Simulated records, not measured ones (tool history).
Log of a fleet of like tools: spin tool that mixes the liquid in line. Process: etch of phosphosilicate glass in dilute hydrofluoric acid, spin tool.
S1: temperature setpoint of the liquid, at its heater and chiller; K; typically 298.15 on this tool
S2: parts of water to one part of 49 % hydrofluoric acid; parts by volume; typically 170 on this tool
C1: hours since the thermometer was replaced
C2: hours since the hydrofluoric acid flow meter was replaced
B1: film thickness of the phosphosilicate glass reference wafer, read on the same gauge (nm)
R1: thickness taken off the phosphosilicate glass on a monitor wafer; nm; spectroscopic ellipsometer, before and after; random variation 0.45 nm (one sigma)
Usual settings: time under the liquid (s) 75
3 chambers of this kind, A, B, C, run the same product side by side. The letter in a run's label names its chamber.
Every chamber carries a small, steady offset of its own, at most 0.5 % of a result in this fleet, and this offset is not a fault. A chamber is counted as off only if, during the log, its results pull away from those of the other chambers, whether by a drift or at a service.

Run 1B, hour 4.8: usual settings; C1 902.5; C2 26.4; B1 50.004. Result: R1 58.751 nm.
Run 2A, hour 14.2: usual settings; C1 1800.5; C2 754.6; B1 49.973. Result: R1 59.455 nm.
Run 3C, hour 24.3: usual settings; C1 1501.6; C2 582.8; B1 49.984. Result: R1 59.009 nm.
Run 4B, hour 30.1: usual settings; C1 927.8; C2 51.7; B1 49.986. Result: R1 59.212 nm.
Run 5A, hour 35.9: usual settings; C1 1822.2; C2 776.3; B1 50.004. Result: R1 59.096 nm.
Run 6C, hour 41.1: usual settings; C1 1518.4; C2 599.6; B1 49.990. Result: R1 59.410 nm.
Run 7A, hour 45.8: usual settings; C1 1832.1; C2 786.2; B1 50.018. Result: R1 58.534 nm.
Run 8B, hour 52.7: usual settings; C1 950.4; C2 74.3; B1 49.992. Result: R1 59.311 nm.
Run 9C, hour 61.1: usual settings; C1 1538.4; C2 619.6; B1 49.989. Result: R1 58.804 nm.
Run 10A, hour 68.9: usual settings; C1 1855.2; C2 809.3; B1 49.990. Result: R1 59.239 nm.
Run 11C, hour 76.5: usual settings; C1 1553.8; C2 635.0; B1 50.026. Result: R1 58.806 nm.
Run 12B, hour 83.3: usual settings; C1 981.0; C2 104.9; B1 49.976. Result: R1 57.693 nm.
Run 13B, hour 88.5: usual settings; C1 986.2; C2 110.1; B1 49.994. Result: R1 59.079 nm.
Run 14C, hour 95.9: usual settings; C1 1573.2; C2 654.4; B1 50.000. Result: R1 59.533 nm.
Run 15A, hour 103.4: usual settings but S1 295.15 K, time under the liquid (s) 115; C1 1889.7; C2 843.8; B1 50.000. Result: R1 80.216 nm.
Run 16A, hour 108.1: usual settings but S1 295.15 K, time under the liquid (s) 115; C1 1894.4; C2 848.5; B1 49.994. Result: R1 79.829 nm.
Run 17B, hour 117.5: usual settings but S1 295.15 K, time under the liquid (s) 115; C1 1015.2; C2 139.1; B1 49.996. Result: R1 81.516 nm.
Run 18C, hour 125.8: usual settings but time under the liquid (s) 115; C1 1603.1; C2 684.3; B1 50.006. Result: R1 90.157 nm.
Run 19A, hour 135.2: usual settings but time under the liquid (s) 115; C1 1921.5; C2 875.6; B1 49.986. Result: R1 91.227 nm.
At hour 140.5: chamber C: hydrofluoric acid flow meter replaced.
Run 20C, hour 144.0: usual settings but time under the liquid (s) 115; C1 1621.3; C2 3.5; B1 49.996. Result: R1 90.262 nm.
Run 21B, hour 154.5: usual settings but S1 301.15 K, S2 145 parts by volume; C1 1052.2; C2 176.1; B1 49.992. Result: R1 79.464 nm.

Predict what each chamber gives when all 3 of them run the settings below next.
Run 22A, hour 162.1: usual settings. Result: R1 ?.
Run 22B, hour 162.1: usual settings. Result: R1 ?.
Run 22C, hour 162.1: usual settings. Result: R1 ?.

run      R1
22A  58.692
22B  58.504
22C  58.656
